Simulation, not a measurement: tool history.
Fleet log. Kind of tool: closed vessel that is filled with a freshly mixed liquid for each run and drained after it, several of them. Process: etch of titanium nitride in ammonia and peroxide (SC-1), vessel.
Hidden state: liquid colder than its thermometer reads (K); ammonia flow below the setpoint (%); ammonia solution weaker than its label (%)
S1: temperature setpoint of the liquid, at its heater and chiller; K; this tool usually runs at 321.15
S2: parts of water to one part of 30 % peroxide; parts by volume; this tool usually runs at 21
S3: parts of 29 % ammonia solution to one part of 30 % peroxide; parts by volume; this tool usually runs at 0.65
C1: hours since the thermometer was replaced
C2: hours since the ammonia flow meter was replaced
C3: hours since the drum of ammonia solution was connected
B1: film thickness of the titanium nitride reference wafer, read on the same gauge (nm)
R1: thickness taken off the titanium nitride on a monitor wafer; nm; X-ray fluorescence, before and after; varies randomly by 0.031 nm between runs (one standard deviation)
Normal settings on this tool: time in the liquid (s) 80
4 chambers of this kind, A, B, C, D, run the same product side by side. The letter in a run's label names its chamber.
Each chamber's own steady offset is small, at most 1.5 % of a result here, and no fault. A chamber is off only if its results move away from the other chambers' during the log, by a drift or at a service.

Run 1A, hour 1.9: usual settings; C1 200.5; C2 157.9; C3 450.9; B1 30.032. Result: R1 4.4528 nm.
Run 2D, hour 6.1: usual settings; C1 521.1; C2 111; C3 1023.7; B1 29.973. Result: R1 4.4737 nm.
Run 3C, hour 9.6: usual settings; C1 1444.8; C2 197.7; C3 499.2; B1 30.029. Result: R1 4.3872 nm.
Run 4B, hour 11.8: usual settings; C1 795.3; C2 343.7; C3 492.1; B1 29.994. Result: R1 4.3751 nm.
At hour 13.9: chamber A: new drum of ammonia solution connected.
Run 5A, hour 14.2: usual settings; C1 212.8; C2 170.2; C3 0.4; B1 30.017. Result: R1 4.4485 nm.
Run 6C, hour 16.3: usual settings; C1 1451.5; C2 204.4; C3 505.9; B1 29.972. Result: R1 4.4262 nm.
Run 7B, hour 18.8: usual settings; C1 802.3; C2 350.7; C3 499.1; B1 29.972. Result: R1 4.4011 nm.
Run 8D, hour 22.3: usual settings; C1 537.3; C2 127.2; C3 1039.9; B1 29.985. Result: R1 4.493 nm.
Run 9D, hour 24.8: usual settings; C1 539.8; C2 129.7; C3 1042.4; B1 30.01. Result: R1 4.5203 nm.
Run 10B, hour 27.7: usual settings; C1 811.2; C2 359.6; C3 508; B1 29.991. Result: R1 4.4528 nm.
Run 11A, hour 31.6: usual settings; C1 230.2; C2 187.6; C3 17.8; B1 30.067. Result: R1 4.4608 nm.
Run 12C, hour 35.7: usual settings; C1 1470.9; C2 223.8; C3 525.3; B1 29.979. Result: R1 4.3871 nm.
At hour 36.1: chamber D: new drum of ammonia solution connected.
Run 13B, hour 39.3: usual settings; C1 822.8; C2 371.2; C3 519.6; B1 30.016. Result: R1 4.355 nm.
Run 14D, hour 41.6: usual settings; C1 556.6; C2 146.5; C3 5.6; B1 29.989. Result: R1 4.484 nm.
Run 15A, hour 44.1: usual settings; C1 242.7; C2 200.1; C3 30.3; B1 30.034. Result: R1 4.4258 nm.
Run 16C, hour 47.4: usual settings; C1 1482.6; C2 235.5; C3 537; B1 29.98. Result: R1 4.4008 nm.
Run 17C, hour 49.6: usual settings; C1 1484.8; C2 237.7; C3 539.2; B1 29.99. Result: R1 4.3936 nm.
Run 18A, hour 51.8: usual settings; C1 250.4; C2 207.8; C3 38; B1 30.024. Result: R1 4.4558 nm.
Run 19D, hour 55.6: usual settings; C1 570.6; C2 160.5; C3 19.6; B1 29.984. Result: R1 4.4259 nm.
Run 20B, hour 57.9: usual settings; C1 841.4; C2 389.8; C3 538.2; B1 29.997. Result: R1 4.3886 nm.
Run 21D, hour 59.9: usual settings; C1 574.9; C2 164.8; C3 23.9; B1 29.944. Result: R1 4.4246 nm.
Run 22C, hour 64.2: usual settings; C1 1499.4; C2 252.3; C3 553.8; B1 30.003. Result: R1 4.3879 nm.
Run 23B, hour 66.3: usual settings; C1 849.8; C2 398.2; C3 546.6; B1 30.033. Result: R1 4.437 nm.
Run 24A, hour 69.5: usual settings; C1 268.1; C2 225.5; C3 55.7; B1 30.017. Result: R1 4.4774 nm.
Run 25C, hour 73.7: usual settings; C1 1508.9; C2 261.8; C3 563.3; B1 29.966. Result: R1 4.4251 nm.
Run 26D, hour 76.8: usual settings; C1 591.8; C2 181.7; C3 40.8; B1 30.032. Result: R1 4.2644 nm.
Run 27B, hour 80.8: usual settings; C1 864.3; C2 412.7; C3 561.1; B1 29.946. Result: R1 4.353 nm.
Run 28A, hour 84: usual settings; C1 282.6; C2 240; C3 70.2; B1 30.004. Result: R1 4.4514 nm.
Run 29D, hour 87.9: usual settings; C1 602.9; C2 192.8; C3 51.9; B1 30.034. Result: R1 4.2874 nm.
Run 30A, hour 90.5: usual settings but S3 0.95 parts by volume, time in the liquid (s) 55; C1 289.1; C2 246.5; C3 76.7; B1 30.013. Result: R1 3.2854 nm.
Run 31B, hour 92.8: usual settings but S3 0.95 parts by volume, time in the liquid (s) 55; C1 876.3; C2 424.7; C3 573.1; B1 30.028. Result: R1 3.2527 nm.
Run 32C, hour 95.5: usual settings but S3 0.95 parts by volume, time in the liquid (s) 55; C1 1530.7; C2 283.6; C3 585.1; B1 30.008. Result: R1 3.2256 nm.
Run 33B, hour 98.5: usual settings but S3 0.95 parts by volume, time in the liquid (s) 55; C1 882; C2 430.4; C3 578.8; B1 29.953. Result: R1 3.2522 nm.
Run 34C, hour 102.5: usual settings; C1 1537.7; C2 290.6; C3 592.1; B1 29.935. Result: R1 4.3625 nm.
Run 35A, hour 106.7: usual settings but S1 324.65 K, time in the liquid (s) 120; C1 305.3; C2 262.7; C3 92.9; B1 29.961. Result: R1 8.6095 nm.
Run 36D, hour 111: usual settings but S1 324.65 K, time in the liquid (s) 120; C1 626; C2 215.9; C3 75; B1 29.951. Result: R1 7.9419 nm.
Run 37D, hour 114.8: usual settings but S1 324.65 K, time in the liquid (s) 120; C1 629.8; C2 219.7; C3 78.8; B1 30.017. Result: R1 7.9933 nm.
Run 38A, hour 117.7: usual settings but S1 324.65 K, time in the liquid (s) 120; C1 316.3; C2 273.7; C3 103.9; B1 29.952. Result: R1 8.6229 nm.
Run 39C, hour 119.9: usual settings; C1 1555.1; C2 308; C3 609.5; B1 30.007. Result: R1 4.4427 nm.
Run 40B, hour 123.7: usual settings; C1 907.2; C2 455.6; C3 604; B1 30.018. Result: R1 4.4022 nm.

For the next run the whole fleet of 4 chambers uses the same settings. Give each chamber's results:
Run 41A, hour 126.9: usual settings but S1 316.15 K. Result: R1 ?.
Run 41B, hour 126.9: usual settings but S1 316.15 K. Result: R1 ?.
Run 41C, hour 126.9: usual settings but S1 316.15 K. Result: R1 ?.
Run 41D, hour 126.9: usual settings but S1 316.15 K. Result: R1 ?.

run      R1
41A  3.0834
41B  3.0737
41C  3.0764
41D  2.8888
